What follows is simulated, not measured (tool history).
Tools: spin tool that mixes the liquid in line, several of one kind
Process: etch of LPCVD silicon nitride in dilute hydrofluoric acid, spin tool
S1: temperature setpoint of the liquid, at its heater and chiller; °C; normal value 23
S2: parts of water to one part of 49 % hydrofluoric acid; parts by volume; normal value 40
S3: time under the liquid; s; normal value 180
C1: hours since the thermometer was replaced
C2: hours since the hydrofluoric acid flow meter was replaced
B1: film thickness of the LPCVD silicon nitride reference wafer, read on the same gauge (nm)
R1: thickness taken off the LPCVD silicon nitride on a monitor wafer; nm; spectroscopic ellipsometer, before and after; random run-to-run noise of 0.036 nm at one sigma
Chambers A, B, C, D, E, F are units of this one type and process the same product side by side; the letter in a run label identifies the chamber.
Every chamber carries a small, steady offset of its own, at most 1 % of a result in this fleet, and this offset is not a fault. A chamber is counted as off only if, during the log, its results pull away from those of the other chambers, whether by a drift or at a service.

run 1C hour=3.7 | S1=23 S2=40 S3=180 | C1=534.4 C2=347.7 | B1=139.98 | R1=2.11850
run 2E hour=8.5 | S1=23 S2=40 S3=180 | C1=497.0 C2=2283.1 | B1=140.01 | R1=2.08810
run 3D hour=11.4 | S1=23 S2=40 S3=180 | C1=507.2 C2=1093.9 | B1=139.98 | R1=2.01760
run 4B hour=14.4 | S1=23 S2=40 S3=180 | C1=1123.9 C2=636.9 | B1=140.00 | R1=2.05330
run 5F hour=18.5 | S1=23 S2=40 S3=180 | C1=1623.4 C2=352.0 | B1=140.03 | R1=2.10060
run 6A hour=21.3 | S1=23 S2=40 S3=180 | C1=475.3 C2=1228.8 | B1=139.99 | R1=2.03850
run 7B hour=26.1 | S1=23 S2=40 S3=180 | C1=1135.6 C2=648.6 | B1=139.97 | R1=2.15050
run 8F hour=28.2 | S1=23 S2=40 S3=180 | C1=1633.1 C2=361.7 | B1=140.00 | R1=2.04370
run 9D hour=30.6 | S1=23 S2=40 S3=180 | C1=526.4 C2=1113.1 | B1=140.01 | R1=1.99740
run 10C hour=34.9 | S1=23 S2=40 S3=180 | C1=565.6 C2=378.9 | B1=139.98 | R1=2.04130
run 11A hour=39.2 | S1=23 S2=40 S3=180 | C1=493.2 C2=1246.7 | B1=140.01 | R1=2.14360
run 12E hour=43.7 | S1=23 S2=40 S3=180 | C1=532.2 C2=2318.3 | B1=140.02 | R1=2.03760
run 13E hour=47.3 | S1=23 S2=40 S3=180 | C1=535.8 C2=2321.9 | B1=140.01 | R1=2.04650
run 14C hour=51.4 | S1=23 S2=40 S3=180 | C1=582.1 C2=395.4 | B1=140.02 | R1=2.12300
run 15F hour=55.4 | S1=23 S2=40 S3=95 | C1=1660.3 C2=388.9 | B1=140.02 | R1=1.13780
run 16D hour=60.1 | S1=23 S2=40 S3=95 | C1=555.9 C2=1142.6 | B1=139.99 | R1=1.11310
run 17A hour=64.6 | S1=23 S2=40 S3=95 | C1=518.6 C2=1272.1 | B1=139.97 | R1=1.06010
run 18B hour=67.8 | S1=23 S2=40 S3=95 | C1=1177.3 C2=690.3 | B1=140.02 | R1=1.08340
run 19B hour=72.3 | S1=23 S2=40 S3=95 | C1=1181.8 C2=694.8 | B1=140.03 | R1=1.12400
run 20C hour=77.1 | S1=23 S2=40 S3=95 | C1=607.8 C2=421.1 | B1=140.01 | R1=1.10960
run 21D hour=82.0 | S1=23 S2=40 S3=180 | C1=577.8 C2=1164.5 | B1=140.00 | R1=2.08320
run 22F hour=86.2 | S1=23 S2=40 S3=180 | C1=1691.1 C2=419.7 | B1=139.97 | R1=2.08390
run 23A hour=90.5 | S1=23 S2=40 S3=180 | C1=544.5 C2=1298.0 | B1=139.99 | R1=2.10320
run 24E hour=95.3 | S1=23 S2=40 S3=180 | C1=583.8 C2=2369.9 | B1=139.97 | R1=2.08610
run 25D hour=98.1 | S1=23 S2=50 S3=75 | C1=593.9 C2=1180.6 | B1=140.01 | R1=0.68378
run 26F hour=101.2 | S1=23 S2=50 S3=75 | C1=1706.1 C2=434.7 | B1=139.98 | R1=0.70641
-- hour=101.8 chamber E: hydrofluoric acid flow meter replaced
run 27C hour=104.8 | S1=23 S2=50 S3=75 | C1=635.5 C2=448.8 | B1=140.00 | R1=0.71461
run 28B hour=108.0 | S1=23 S2=50 S3=75 | C1=1217.5 C2=730.5 | B1=140.02 | R1=0.68978
run 29E hour=111.6 | S1=23 S2=50 S3=75 | C1=600.1 C2=9.8 | B1=140.01 | R1=0.68889
run 30A hour=115.3 | S1=23 S2=50 S3=75 | C1=569.3 C2=1322.8 | B1=140.02 | R1=0.70397
run 31A hour=119.7 | S1=23 S2=40 S3=180 | C1=573.7 C2=1327.2 | B1=139.98 | R1=2.12120
run 32E hour=122.0 | S1=23 S2=40 S3=180 | C1=610.5 C2=20.2 | B1=140.01 | R1=2.11870
-- hour=125.0 chamber C: thermometer replaced
run 33D hour=125.4 | S1=23 S2=40 S3=180 | C1=621.2 C2=1207.9 | B1=140.02 | R1=2.08450
run 34B hour=129.1 | S1=23 S2=40 S3=180 | C1=1238.6 C2=751.6 | B1=140.01 | R1=2.04890
run 35F hour=131.3 | S1=23 S2=40 S3=180 | C1=1736.2 C2=464.8 | B1=140.01 | R1=2.09410
run 36C hour=134.7 | S1=23 S2=40 S3=180 | C1=9.8 C2=478.7 | B1=140.00 | R1=2.03540
run 37E hour=137.2 | S1=23 S2=40 S3=180 | C1=625.7 C2=35.4 | B1=139.97 | R1=2.06130
run 38B hour=140.8 | S1=23 S2=40 S3=285 | C1=1250.3 C2=763.3 | B1=140.02 | R1=3.32210
run 39A hour=144.4 | S1=23 S2=40 S3=285 | C1=598.4 C2=1351.9 | B1=139.99 | R1=3.39040
run 40D hour=149.1 | S1=23 S2=40 S3=285 | C1=644.9 C2=1231.6 | B1=140.01 | R1=3.30310
run 41F hour=151.5 | S1=23 S2=40 S3=285 | C1=1756.4 C2=485.0 | B1=139.97 | R1=3.24780
run 42C hour=155.1 | S1=23 S2=40 S3=285 | C1=30.2 C2=499.1 | B1=140.00 | R1=3.29530
run 43F hour=157.8 | S1=23 S2=40 S3=285 | C1=1762.7 C2=491.3 | B1=139.99 | R1=3.23270
run 44A hour=162.3 | S1=23 S2=40 S3=180 | C1=616.3 C2=1369.8 | B1=140.01 | R1=2.12760

Next, every chamber runs the same settings. What will each give?
run 45A hour=165.8 | S1=23 S2=40 S3=180 | R1=?
run 45B hour=165.8 | S1=23 S2=40 S3=180 | R1=?
run 45C hour=165.8 | S1=23 S2=40 S3=180 | R1=?
run 45D hour=165.8 | S1=23 S2=40 S3=180 | R1=?
run 45E hour=165.8 | S1=23 S2=40 S3=180 | R1=?
run 45F hour=165.8 | S1=23 S2=40 S3=180 | R1=?

run=45A R1=2.08040
run=45B R1=2.11690
run=45C R1=2.05490
run=45D R1=2.06790
run=45E R1=2.09640
run=45F R1=2.14330
